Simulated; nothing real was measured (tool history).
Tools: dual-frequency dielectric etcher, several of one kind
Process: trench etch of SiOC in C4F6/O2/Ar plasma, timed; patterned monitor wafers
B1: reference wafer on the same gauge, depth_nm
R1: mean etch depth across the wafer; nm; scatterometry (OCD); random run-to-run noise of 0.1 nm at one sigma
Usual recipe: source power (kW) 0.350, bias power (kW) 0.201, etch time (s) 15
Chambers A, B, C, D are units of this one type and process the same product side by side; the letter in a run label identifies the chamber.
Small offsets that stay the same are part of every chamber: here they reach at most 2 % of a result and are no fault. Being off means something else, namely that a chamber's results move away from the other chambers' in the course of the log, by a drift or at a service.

Run 1C, hour 10.5: usual settings; B1 31.599. Result: R1 30.085 nm.
Run 2A, hour 21.3: usual settings; B1 31.574. Result: R1 30.663 nm.
Run 3B, hour 30.9: usual settings; B1 31.605. Result: R1 30.387 nm.
Run 4D, hour 36.8: usual settings; B1 31.586. Result: R1 30.584 nm.
Run 5A, hour 42.5: usual settings; B1 31.604. Result: R1 30.899 nm.
Run 6C, hour 51.1: usual settings; B1 31.612. Result: R1 30.046 nm.
Run 7D, hour 57.1: usual settings but bias power (kW) 0.165; B1 31.570. Result: R1 28.661 nm.
Run 8B, hour 68.7: usual settings but bias power (kW) 0.165; B1 31.626. Result: R1 28.419 nm.
Run 9C, hour 80.6: usual settings but bias power (kW) 0.165; B1 31.615. Result: R1 28.362 nm.
Run 10B, hour 90.9: usual settings but bias power (kW) 0.165; B1 31.585. Result: R1 28.388 nm.
Run 11D, hour 99.0: usual settings but bias power (kW) 0.244; B1 31.615. Result: R1 32.575 nm.
At hour 105.0: chamber B: wet clean of the chamber.
Run 12A, hour 106.3: usual settings but bias power (kW) 0.244; B1 31.595. Result: R1 32.906 nm.
Run 13D, hour 116.9: usual settings but bias power (kW) 0.244; B1 31.596. Result: R1 32.611 nm.
Run 14B, hour 126.2: usual settings but bias power (kW) 0.244; B1 31.592. Result: R1 31.239 nm.
Run 15C, hour 135.9: usual settings; B1 31.608. Result: R1 29.960 nm.
At hour 140.2: chamber D: wet clean of the chamber.
Run 16A, hour 142.6: usual settings; B1 31.611. Result: R1 30.900 nm.
Run 17A, hour 148.6: usual settings but bias power (kW) 0.242; B1 31.619. Result: R1 32.763 nm.
Run 18C, hour 155.9: usual settings but bias power (kW) 0.242; B1 31.586. Result: R1 31.876 nm.
Run 19B, hour 167.2: usual settings but bias power (kW) 0.242; B1 31.587. Result: R1 31.298 nm.
Run 20D, hour 176.4: usual settings but bias power (kW) 0.242; B1 31.619. Result: R1 32.418 nm.
Run 21D, hour 183.0: usual settings; B1 31.618. Result: R1 30.532 nm.
Run 22B, hour 194.8: usual settings; B1 31.573. Result: R1 29.247 nm.
Run 23A, hour 204.2: usual settings; B1 31.632. Result: R1 31.062 nm.
Run 24C, hour 214.2: usual settings; B1 31.610. Result: R1 30.163 nm.

Which is it: a chamber that has drifted or been left off by a service, a gauge drift common to all chambers, or only each chamber's usual small offset? If a chamber is off, name it and its likeliest cause.

A service on chamber B put it out of line with the rest.
Cause: etch rate under this chamber's usual, % = 3.23.

Here are 4 candidates for chamber B's next run, each the usual settings with a change, their results left as question marks. Which one brings its results back in line with what the others give on the usual settings?
A result is in line if it is within this distance of the other chambers' mean on the usual settings: R1 0.350 nm
Run 25B-1, hour 223.0: usual settings but bias power (kW) 0.202, etch time (s) 15.5. Result: R1 ?.
Run 25B-2, hour 223.0: usual settings but source power (kW) 0.340, bias power (kW) 0.197. Result: R1 ?.
Run 25B-3, hour 223.0: usual settings but bias power (kW) 0.199, etch time (s) 14.5. Result: R1 ?.
Run 25B-4, hour 223.0: usual settings but source power (kW) 0.370. Result: R1 ?.

On the usual settings, the other chambers give on average: R1 30.481 nm
  run      R1
25B-1  30.337
25B-2  28.793
25B-3  28.242
25B-4  29.952
25B-1 puts the chamber back in line with the other chambers.
